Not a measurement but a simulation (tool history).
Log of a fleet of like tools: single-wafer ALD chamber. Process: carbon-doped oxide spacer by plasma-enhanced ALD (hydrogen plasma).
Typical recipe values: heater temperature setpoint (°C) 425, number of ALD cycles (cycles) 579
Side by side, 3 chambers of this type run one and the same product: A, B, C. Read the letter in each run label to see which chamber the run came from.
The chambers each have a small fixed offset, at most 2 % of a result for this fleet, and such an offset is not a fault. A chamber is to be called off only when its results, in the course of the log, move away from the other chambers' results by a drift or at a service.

| run | day | heater temperature setpoint (°C) | number of ALD cycles (cycles) | read-back reference wafer on the same gauge, thickness_nm | mean film thickness on the monitor wafer (nm) |
|---|---|---|---|---|---|
| 1C | 0.379 | 425 | 579 | 21.995 | 26.371 |
| 2A | 0.692 | 425 | 579 | 22.008 | 26.565 |
| 3B | 1.125 | 425 | 579 | 22.003 | 26.551 |
| 4B | 1.392 | 425 | 579 | 21.994 | 26.508 |
| 5A | 1.829 | 425 | 579 | 21.998 | 26.628 |
| 6C | 2.250 | 425 | 579 | 22.006 | 26.386 |
| 7B | 2.492 | 425 | 579 | 22.009 | 26.482 |
| 8A | 2.767 | 425 | 579 | 21.991 | 26.766 |
| 9C | 3.100 | 425 | 579 | 21.983 | 26.347 |
| 10C | 3.383 | 425 | 579 | 21.996 | 26.364 |
| 11A | 3.742 | 425 | 579 | 21.999 | 26.679 |
| 12B | 4.171 | 425 | 579 | 21.994 | 26.544 |
| 13C | 4.596 | 425 | 579 | 22.011 | 26.372 |
| 14A | 5.004 | 425 | 579 | 22.005 | 26.526 |
| 15B | 5.462 | 425 | 579 | 21.994 | 26.475 |
| 16B | 5.917 | 425 | 579 | 21.997 | 26.560 |
| 17C | 6.229 | 425 | 579 | 21.982 | 26.345 |
| 18A | 6.462 | 425 | 579 | 21.996 | 26.605 |
| 19C | 6.712 | 431 | 658 | 22.000 | 29.374 |
| 20B | 7.171 | 431 | 658 | 21.999 | 29.581 |
| 21A | 7.550 | 431 | 658 | 21.991 | 29.721 |
| 22B | 7.946 | 425 | 579 | 22.006 | 26.589 |
| 23C | 8.392 | 425 | 579 | 22.009 | 26.345 |
| 24A | 8.817 | 425 | 579 | 21.996 | 26.656 |
| 25A | 9.171 | 425 | 579 | 22.001 | 26.596 |
| 26C | 9.550 | 425 | 579 | 21.998 | 26.392 |
| 27B | 9.758 | 425 | 579 | 22.001 | 26.508 |
| 28A | 10.117 | 425 | 579 | 22.011 | 26.604 |
| 29C | 10.562 | 425 | 579 | 21.994 | 26.394 |
| 30B | 11.021 | 425 | 579 | 21.998 | 26.479 |

Predict what each chamber gives when all 3 of them run the settings below next.
| 31A | 11.358 | 432 | 579 |  | ? |
| 31B | 11.358 | 432 | 579 |  | ? |
| 31C | 11.358 | 432 | 579 |  | ? |

| run | mean film thickness on the monitor wafer (nm) |
|---|---|
| 31A | 25.971 |
| 31B | 25.724 |
| 31C | 25.788 |

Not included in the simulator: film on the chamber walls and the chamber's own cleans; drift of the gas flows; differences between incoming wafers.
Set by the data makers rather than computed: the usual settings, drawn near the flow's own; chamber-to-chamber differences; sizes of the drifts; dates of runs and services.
